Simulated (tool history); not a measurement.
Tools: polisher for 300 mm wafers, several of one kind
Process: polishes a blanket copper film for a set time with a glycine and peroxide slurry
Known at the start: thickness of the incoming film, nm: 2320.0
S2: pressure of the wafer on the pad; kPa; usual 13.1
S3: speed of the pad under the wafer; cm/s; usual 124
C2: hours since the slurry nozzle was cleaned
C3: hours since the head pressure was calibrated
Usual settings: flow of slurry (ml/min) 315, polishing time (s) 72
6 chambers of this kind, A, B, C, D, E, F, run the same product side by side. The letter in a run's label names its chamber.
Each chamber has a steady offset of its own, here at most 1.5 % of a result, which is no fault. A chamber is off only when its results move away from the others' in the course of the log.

Run 1C, hour 6.4: usual settings; wafers polished on this pad 143; C2 39.3; C3 843.9. Result: film removed (nm) 333.81.
At hour 10.7: chamber A: head pressure recalibrated.
Run 2E, hour 12.7: usual settings; wafers polished on this pad 658; C2 150; C3 1425.6. Result: film removed (nm) 329.13.
At hour 21.3: chamber E: worn pad replaced by a new one.
Run 3B, hour 22.7: usual settings; wafers polished on this pad 628; C2 581.2; C3 998.6. Result: film removed (nm) 326.15.
At hour 30.3: chamber B: worn pad replaced by a new one.
Run 4D, hour 32.7: usual settings; wafers polished on this pad 267; C2 260.4; C3 184.8. Result: film removed (nm) 327.65.
Run 5F, hour 41.2: usual settings; wafers polished on this pad 672; C2 120; C3 1338.7. Result: film removed (nm) 330.35.
Run 6A, hour 50.4: usual settings; wafers polished on this pad 626; C2 521.1; C3 39.8. Result: film removed (nm) 328.65.
Run 7E, hour 56.5: usual settings; wafers polished on this pad 277; C2 193.8; C3 1469.4. Result: film removed (nm) 330.99.
At hour 65.4: chamber C: worn pad replaced by a new one.
Run 8F, hour 66.3: usual settings; wafers polished on this pad 870; C2 145.1; C3 1363.8. Result: film removed (nm) 334.41.
Run 9D, hour 73.9: usual settings; wafers polished on this pad 591; C2 301.6; C3 226. Result: film removed (nm) 334.13.
Run 10C, hour 81.9: usual settings; wafers polished on this pad 130; C2 114.8; C3 919.4. Result: film removed (nm) 330.04.
At hour 85.9: chamber F: worn pad replaced by a new one.
Run 11A, hour 92: usual settings; wafers polished on this pad 953; C2 562.7; C3 81.4. Result: film removed (nm) 327.25.
At hour 96.8: chamber D: worn pad replaced by a new one.
At hour 97.4: chamber B: worn pad replaced by a new one.
Run 12B, hour 101.8: usual settings; wafers polished on this pad 34; C2 660.3; C3 1077.7. Result: film removed (nm) 328.73.
At hour 104.3: chamber E: worn pad replaced by a new one.
At hour 113.3: chamber A: worn pad replaced by a new one.
Run 13B, hour 114.5: usual settings; wafers polished on this pad 134; C2 673; C3 1090.4. Result: film removed (nm) 326.32.
Run 14C, hour 122.5: usual settings; wafers polished on this pad 449; C2 155.4; C3 960. Result: film removed (nm) 333.03.
Run 15A, hour 131.2: usual settings but flow of slurry (ml/min) 385, S2 10.3 kPa; wafers polished on this pad 141; C2 601.9; C3 120.6. Result: film removed (nm) 278.85.
At hour 134.6: chamber C: worn pad replaced by a new one.
At hour 135.3: chamber F: head pressure recalibrated.
Run 16D, hour 142.7: usual settings but flow of slurry (ml/min) 385, S2 10.3 kPa; wafers polished on this pad 361; C2 370.4; C3 294.8. Result: film removed (nm) 280.91.
Run 17F, hour 154.6: usual settings but flow of slurry (ml/min) 385, S2 10.3 kPa; wafers polished on this pad 540; C2 233.4; C3 19.4. Result: film removed (nm) 280.18.
Run 18E, hour 163.5: usual settings but flow of slurry (ml/min) 385, S2 10.3 kPa; wafers polished on this pad 465; C2 300.8; C3 1576.4. Result: film removed (nm) 278.06.
At hour 166.5: chamber C: head pressure recalibrated.
At hour 171.6: chamber B: worn pad replaced by a new one.
Run 19B, hour 175.1: usual settings but flow of slurry (ml/min) 385, S2 10.3 kPa; wafers polished on this pad 27; C2 733.6; C3 1151. Result: film removed (nm) 280.79.
At hour 181.8: chamber D: worn pad replaced by a new one.
Run 20E, hour 184.5: usual settings but flow of slurry (ml/min) 385, S2 10.3 kPa; wafers polished on this pad 630; C2 321.8; C3 1597.4. Result: film removed (nm) 278.91.
At hour 186: chamber F: worn pad replaced by a new one.
At hour 189.4: chamber E: worn pad replaced by a new one.
At hour 189.9: chamber F: slurry nozzle cleaned.
Run 21C, hour 193.5: usual settings; wafers polished on this pad 463; C2 226.4; C3 27. Result: film removed (nm) 308.52.
Run 22D, hour 203.4: usual settings; wafers polished on this pad 170; C2 431.1; C3 355.5. Result: film removed (nm) 331.14.
At hour 210: chamber C: worn pad replaced by a new one.
Run 23F, hour 212.2: usual settings; wafers polished on this pad 206; C2 22.4; C3 77. Result: film removed (nm) 335.78.
At hour 213: chamber B: slurry nozzle cleaned.
Run 24A, hour 223.6: usual settings but flow of slurry (ml/min) 265, S3 98 cm/s; wafers polished on this pad 867; C2 694.3; C3 213. Result: film removed (nm) 267.01.
At hour 223.8: chamber E: head pressure recalibrated.
Run 25C, hour 234: usual settings but flow of slurry (ml/min) 265, S3 98 cm/s; wafers polished on this pad 189; C2 266.9; C3 67.5. Result: film removed (nm) 254.2.
At hour 238.4: chamber A: worn pad replaced by a new one.
At hour 242.4: chamber B: worn pad replaced by a new one.
Run 26F, hour 244.8: usual settings but flow of slurry (ml/min) 265, S3 98 cm/s; wafers polished on this pad 462; C2 55; C3 109.6. Result: film removed (nm) 273.8.
At hour 252.9: chamber C: slurry nozzle cleaned.
Run 27E, hour 257.2: usual settings but flow of slurry (ml/min) 265, S3 98 cm/s; wafers polished on this pad 533; C2 394.5; C3 33.4. Result: film removed (nm) 268.09.
Run 28B, hour 264.5: usual settings but flow of slurry (ml/min) 265, S3 98 cm/s; wafers polished on this pad 174; C2 51.5; C3 1240.4. Result: film removed (nm) 274.08.
Run 29A, hour 273.9: usual settings but flow of slurry (ml/min) 265, S3 98 cm/s; wafers polished on this pad 279; C2 744.6; C3 263.3. Result: film removed (nm) 266.78.
At hour 278.9: chamber D: worn pad replaced by a new one.
At hour 280.2: chamber C: worn pad replaced by a new one.
Run 30D, hour 286.6: usual settings; wafers polished on this pad 60; C2 514.3; C3 438.7. Result: film removed (nm) 328.53.
At hour 290: chamber E: slurry nozzle cleaned.
At hour 290.9: chamber E: worn pad replaced by a new one.
Run 31A, hour 292.8: usual settings; wafers polished on this pad 428; C2 763.5; C3 282.2. Result: film removed (nm) 327.67.
At hour 297.9: chamber F: worn pad replaced by a new one.
Run 32B, hour 305.1: usual settings; wafers polished on this pad 493; C2 92.1; C3 1281. Result: film removed (nm) 330.56.
Run 33F, hour 316.5: usual settings; wafers polished on this pad 146; C2 126.7; C3 181.3. Result: film removed (nm) 333.4.
At hour 317.1: chamber B: worn pad replaced by a new one.
Run 34E, hour 322.9: usual settings but S2 10.3 kPa, S3 104 cm/s; wafers polished on this pad 252; C2 32.9; C3 99.1. Result: film removed (nm) 241.05.
Run 35C, hour 333.6: usual settings but S2 10.3 kPa, S3 104 cm/s; wafers polished on this pad 420; C2 80.8; C3 167.1. Result: film removed (nm) 224.66.
Run 36D, hour 340: usual settings but S2 10.3 kPa, S3 104 cm/s; wafers polished on this pad 480; C2 567.7; C3 492.1. Result: film removed (nm) 243.05.
At hour 347.3: chamber D: slurry nozzle cleaned.
Run 37A, hour 347.9: usual settings but S2 10.3 kPa, S3 104 cm/s; wafers polished on this pad 861; C2 818.6; C3 337.3. Result: film removed (nm) 238.97.
At hour 354.2: chamber C: worn pad replaced by a new one.
Run 38E, hour 356.1: usual settings but S2 10.3 kPa, S3 104 cm/s; wafers polished on this pad 513; C2 66.1; C3 132.3. Result: film removed (nm) 240.43.
Run 39C, hour 362.7: usual settings but S2 10.3 kPa, S3 104 cm/s; wafers polished on this pad 67; C2 109.9; C3 196.2. Result: film removed (nm) 227.79.
Run 40D, hour 370.6: usual settings; wafers polished on this pad 721; C2 23.3; C3 522.7. Result: film removed (nm) 331.17.
Run 41F, hour 377.5: usual settings; wafers polished on this pad 626; C2 187.7; C3 242.3. Result: film removed (nm) 329.74.
Run 42B, hour 386.2: usual settings; wafers polished on this pad 543; C2 173.2; C3 1362.1. Result: film removed (nm) 329.85.

What goes on in this fleet: one chamber off, a drifting gauge, or nothing beyond the chambers' own small offsets? Name the chamber and the cause, if any.

A service left chamber C off against the others.
Cause: head's pressure below its setpoint, % = 8.34.

Here are 4 candidates for chamber C's next run, each the usual settings with a change, their results left as question marks. Which one brings its results back in line with what the others give on the usual settings?
In line means no further than this from the other chambers' mean on the usual settings: film removed (nm) 8
Run 43C-1, hour 395.6: usual settings but S2 12.4 kPa, S3 120 cm/s. Result: film removed (nm) ?.
Run 43C-2, hour 395.6: usual settings but flow of slurry (ml/min) 310, S2 11.7 kPa, S3 114 cm/s. Result: film removed (nm) ?.
Run 43C-3, hour 395.6: usual settings but S2 13.8 kPa, polishing time (s) 74. Result: film removed (nm) ?.
Run 43C-4, hour 395.6: usual settings but S2 15.9 kPa. Result: film removed (nm) ?.

The other chambers' mean on the usual settings: film removed (nm) 330.31
  run  film removed (nm)
43C-1             288.76
43C-2             265.84
43C-3             330.21
43C-4             359.13
43C-3 brings the chamber back in line.
